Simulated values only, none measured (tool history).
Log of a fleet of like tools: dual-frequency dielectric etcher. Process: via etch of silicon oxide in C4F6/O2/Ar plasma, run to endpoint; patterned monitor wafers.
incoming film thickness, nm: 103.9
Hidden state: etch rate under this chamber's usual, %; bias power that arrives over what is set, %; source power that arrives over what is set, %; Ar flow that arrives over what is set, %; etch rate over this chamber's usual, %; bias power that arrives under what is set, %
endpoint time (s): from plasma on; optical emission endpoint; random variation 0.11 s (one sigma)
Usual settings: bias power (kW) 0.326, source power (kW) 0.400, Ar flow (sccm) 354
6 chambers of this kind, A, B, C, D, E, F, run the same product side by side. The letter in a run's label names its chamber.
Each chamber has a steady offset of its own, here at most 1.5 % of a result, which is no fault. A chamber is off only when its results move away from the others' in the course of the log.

run,hour,bias power (kW),source power (kW),Ar flow (sccm),hours since the last wet clean,hours since the last bias power generator calibration,hours since the last source power generator calibration,hours since the last Ar flow controller change,endpoint time (s)
# hour 10.0: chamber A: wet clean of the chamber
1E,10.8,0.326,0.400,354,263.0,90.2,605.4,146.7,27.676
2C,20.6,0.326,0.400,354,58.5,2604.3,177.6,4152.0,27.014
3D,26.2,0.326,0.400,354,260.0,2179.3,1931.7,1226.2,27.410
4B,35.7,0.326,0.400,354,128.3,1649.7,618.6,1431.3,27.207
5F,44.4,0.326,0.400,269,62.3,2026.2,2346.7,184.1,26.328
6A,50.4,0.326,0.400,269,40.5,995.3,1547.7,304.9,26.111
7C,58.0,0.326,0.400,269,95.9,2641.7,215.0,4189.4,26.159
8D,63.2,0.326,0.400,269,297.0,2216.3,1968.7,1263.2,26.635
# hour 71.8: chamber A: source power generator calibrated
9A,72.0,0.326,0.400,269,62.1,1016.9,0.3,326.5,26.173
10F,82.5,0.326,0.400,269,100.4,2064.3,2384.8,222.2,26.166
11B,90.1,0.326,0.400,354,182.7,1704.1,673.0,1485.7,27.156
12E,96.9,0.326,0.400,354,349.1,176.3,691.5,232.8,27.548
13E,104.7,0.326,0.400,354,356.9,184.1,699.3,240.6,27.587
14A,113.3,0.326,0.400,354,103.4,1058.2,41.6,367.8,27.140
15B,119.0,0.326,0.400,354,211.6,1733.0,701.9,1514.6,27.127
16C,124.3,0.326,0.400,354,162.2,2708.0,281.3,4255.7,27.135
17D,133.3,0.326,0.400,354,367.1,2286.4,2038.8,1333.3,27.905
18F,138.6,0.326,0.400,354,156.5,2120.4,2440.9,278.3,27.070
19C,146.0,0.326,0.400,354,183.9,2729.7,303.0,4277.4,27.159
20D,151.9,0.402,0.400,387,385.7,2305.0,2057.4,1351.9,25.879
21E,163.3,0.402,0.400,387,415.5,242.7,757.9,299.2,25.759
22A,168.8,0.402,0.400,387,158.9,1113.7,97.1,423.3,25.405
23F,174.5,0.402,0.400,387,192.4,2156.3,2476.8,314.2,25.120
# hour 176.9: chamber E: wet clean of the chamber
24B,181.2,0.402,0.400,387,273.8,1795.2,764.1,1576.8,25.415
25C,192.4,0.402,0.400,387,230.3,2776.1,349.4,4323.8,25.418
26A,201.6,0.326,0.400,354,191.7,1146.5,129.9,456.1,26.995
27F,212.3,0.355,0.400,269,230.2,2194.1,2514.6,352.0,25.308
28E,218.3,0.355,0.400,269,41.5,297.7,812.9,354.2,25.789
29B,227.9,0.355,0.400,269,320.5,1841.9,810.8,1623.5,25.582
30D,233.4,0.355,0.400,269,467.2,2386.5,2138.9,1433.4,26.514
31B,241.8,0.355,0.400,269,334.4,1855.8,824.7,1637.4,25.452
# hour 246.9: chamber F: source power generator calibrated
32D,247.1,0.355,0.400,269,480.9,2400.2,2152.6,1447.1,26.362
33C,253.2,0.326,0.400,354,291.1,2836.9,410.2,4384.6,27.192
34F,260.8,0.326,0.400,354,278.7,2242.6,13.9,400.5,27.085
# hour 271.5: chamber B: wet clean of the chamber
# hour 272.1: chamber F: bias power generator calibrated
35E,272.4,0.326,0.490,354,95.6,351.8,867.0,408.3,25.455
36A,283.6,0.326,0.490,354,273.7,1228.5,211.9,538.1,24.994
37F,294.5,0.326,0.490,354,312.4,22.4,47.6,434.2,24.740
38D,302.0,0.326,0.490,354,535.8,2455.1,2207.5,1502.0,26.358
39B,309.0,0.326,0.490,354,37.6,1923.0,891.9,1704.6,25.056
40E,319.9,0.326,0.490,354,143.1,399.3,914.5,455.8,25.530
41A,330.1,0.326,0.500,354,320.2,1275.0,258.4,584.6,24.798
42C,338.3,0.326,0.500,354,376.2,2922.0,495.3,4469.7,24.933
43E,349.4,0.326,0.500,354,172.6,428.8,944.0,485.3,25.317

All 6 chambers run these settings next. Forecast each chamber's results:
44A,357.7,0.297,0.400,354,,,,,?
44B,357.7,0.297,0.400,354,,,,,?
44C,357.7,0.297,0.400,354,,,,,?
44D,357.7,0.297,0.400,354,,,,,?
44E,357.7,0.297,0.400,354,,,,,?
44F,357.7,0.297,0.400,354,,,,,?

run,endpoint time (s)
44A,27.675
44B,27.959
44C,28.159
44D,29.508
44E,28.388
44F,27.698

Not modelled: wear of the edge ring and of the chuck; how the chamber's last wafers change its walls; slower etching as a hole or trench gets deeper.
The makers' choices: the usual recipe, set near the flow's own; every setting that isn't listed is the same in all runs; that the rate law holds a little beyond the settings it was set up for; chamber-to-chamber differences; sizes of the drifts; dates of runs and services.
